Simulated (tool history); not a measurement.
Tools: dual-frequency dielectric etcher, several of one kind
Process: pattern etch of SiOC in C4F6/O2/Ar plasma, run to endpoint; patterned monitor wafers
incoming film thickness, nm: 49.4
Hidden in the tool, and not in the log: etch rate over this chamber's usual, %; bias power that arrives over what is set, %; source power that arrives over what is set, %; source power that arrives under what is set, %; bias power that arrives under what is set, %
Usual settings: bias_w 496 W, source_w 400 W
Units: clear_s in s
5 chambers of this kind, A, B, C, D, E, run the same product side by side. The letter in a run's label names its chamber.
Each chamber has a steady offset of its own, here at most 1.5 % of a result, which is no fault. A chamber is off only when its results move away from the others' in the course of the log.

run	hour	bias_w	source_w	hours since the last wet clean	hours since the last bias power generator calibration	hours since the last source power generator calibration	clear_s
1A	4.0	496	400	251.4	2176.0	1125.7	16.493
2B	7.8	496	400	317.8	2002.1	906.5	16.605
3C	14.4	496	400	261.3	1459.7	3961.8	16.689
4E	22.6	496	400	103.4	343.4	2753.8	16.535
5D	30.1	496	400	78.8	3426.6	1516.7	16.785
6B	35.8	496	400	345.8	2030.1	934.5	16.803
7E	43.3	449	400	124.1	364.1	2774.5	17.247
8C	47.9	449	400	294.8	1493.2	3995.3	17.143
9A	55.7	449	400	303.1	2227.7	1177.4	17.390
10D	59.7	449	400	108.4	3456.2	1546.3	17.369
11B	67.2	449	400	377.2	2061.5	965.9	17.380
12D	73.5	496	400	122.2	3470.0	1560.1	16.903
13C	78.8	496	400	325.7	1524.1	4026.2	16.587
14E	87.4	496	400	168.2	408.2	2818.6	16.710
# hour 91.9: chamber B: wet clean of the chamber
15A	95.3	533	470	342.7	2267.3	1217.0	15.058
16D	101.0	533	470	149.7	3497.5	1587.6	15.593
17A	106.5	533	470	353.9	2278.5	1228.2	15.272
# hour 113.8: chamber C: source power generator calibrated
18E	114.6	533	470	195.4	435.4	2845.8	15.424
19C	123.0	533	470	369.9	1568.3	9.3	15.044
20B	129.0	496	400	37.2	2123.3	1027.7	16.555
21B	133.7	496	400	41.9	2128.0	1032.4	16.603
22E	142.5	587	400	223.3	463.3	2873.7	15.452
23A	147.3	587	400	394.7	2319.3	1269.0	15.414
24D	155.2	587	400	203.9	3551.7	1641.8	15.857
# hour 160.0: chamber C: wet clean of the chamber
25C	162.9	587	400	3.0	1608.2	49.2	15.495
26A	170.3	587	400	417.7	2342.3	1292.0	15.537
27B	178.4	496	400	86.6	2172.7	1077.1	16.799
28C	185.9	610	480	26.0	1631.2	72.2	14.383
29E	194.3	610	480	275.1	515.1	2925.5	14.431
30D	198.8	610	480	247.5	3595.3	1685.4	14.532
31D	205.0	610	480	253.7	3601.5	1691.6	14.614
32E	209.3	610	480	290.1	530.1	2940.5	14.373
33C	214.0	496	400	54.1	1659.3	100.3	16.581
34B	220.4	573	340	128.6	2214.7	1119.1	16.917

All 5 chambers run these settings next. Forecast each chamber's results:
35A	226.8	496	400				?
35B	226.8	496	400				?
35C	226.8	496	400				?
35D	226.8	496	400				?
35E	226.8	496	400				?

run	clear_s
35A	16.590
35B	16.767
35C	16.759
35D	16.595
35E	16.765
